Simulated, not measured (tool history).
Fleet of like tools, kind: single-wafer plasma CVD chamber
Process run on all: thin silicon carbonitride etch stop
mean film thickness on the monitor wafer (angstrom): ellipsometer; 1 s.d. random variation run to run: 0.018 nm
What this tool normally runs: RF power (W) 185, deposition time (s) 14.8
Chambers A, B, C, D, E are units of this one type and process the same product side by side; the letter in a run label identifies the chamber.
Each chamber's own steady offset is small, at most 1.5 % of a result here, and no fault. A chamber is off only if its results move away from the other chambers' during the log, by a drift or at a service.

run	hour	RF power (W)	deposition time (s)	hours since the last thermocouple change	hours since the last RF generator calibration	read-back reference wafer on the same gauge, thickness_nm	mean film thickness on the monitor wafer (angstrom)
1E	8.1	185	14.8	627.2	967.8	9.1791	82.948
2B	19.3	185	14.8	104.8	1806.6	9.1830	82.660
3C	25.7	185	14.8	1390.6	427.6	9.1839	82.303
4A	37.2	185	14.8	1336.8	1030.0	9.1834	82.330
5D	47.9	185	14.8	1486.3	520.5	9.1783	82.785
6E	56.3	185	12.5	675.4	1016.0	9.1778	70.185
7A	64.7	185	12.5	1364.3	1057.5	9.1787	69.665
8B	76.0	185	12.5	161.5	1863.3	9.1750	69.832
9C	81.6	185	12.5	1446.5	483.5	9.1781	69.698
10D	92.7	185	12.5	1531.1	565.3	9.1791	69.742
11E	104.1	155	14.8	723.2	1063.8	9.1792	78.705
12C	113.8	155	14.8	1478.7	515.7	9.1784	78.316
13A	119.1	155	14.8	1418.7	1111.9	9.1792	77.808
14B	124.9	155	14.8	210.4	1912.2	9.1808	78.428
15D	133.4	155	14.8	1571.8	606.0	9.1835	78.530
16A	144.5	185	14.8	1444.1	1137.3	9.1810	82.155
17D	155.7	185	14.8	1594.1	628.3	9.1756	82.710
18B	166.7	185	14.8	252.2	1954.0	9.1813	82.710
19E	176.8	185	14.8	795.9	1136.5	9.1747	83.284
20C	186.5	185	14.8	1551.4	588.4	9.1785	82.647
21B	193.0	185	14.8	278.5	1980.3	9.1818	82.565
22C	204.7	185	14.8	1569.6	606.6	9.1815	82.475
23E	216.1	185	14.8	835.2	1175.8	9.1831	83.038
24D	221.7	185	14.8	1660.1	694.3	9.1799	83.050
25A	229.7	185	14.8	1529.3	1222.5	9.1815	81.021
# hour 234.9: chamber B: RF generator calibrated
26A	240.9	185	14.8	1540.5	1233.7	9.1731	81.422
27D	251.1	185	14.8	1689.5	723.7	9.1786	82.704
28C	260.2	185	14.8	1625.1	662.1	9.1819	82.705
29B	270.3	185	14.8	355.8	35.4	9.1773	82.515
30E	279.5	185	14.8	898.6	1239.2	9.1811	83.094

All 5 chambers run these settings next. Forecast each chamber's results:
31A	287.8	185	12.7				?
31B	287.8	185	12.7				?
31C	287.8	185	12.7				?
31D	287.8	185	12.7				?
31E	287.8	185	12.7				?

run	mean film thickness on the monitor wafer (angstrom)
31A	68.833
31B	71.018
31C	70.791
31D	70.931
31E	71.173
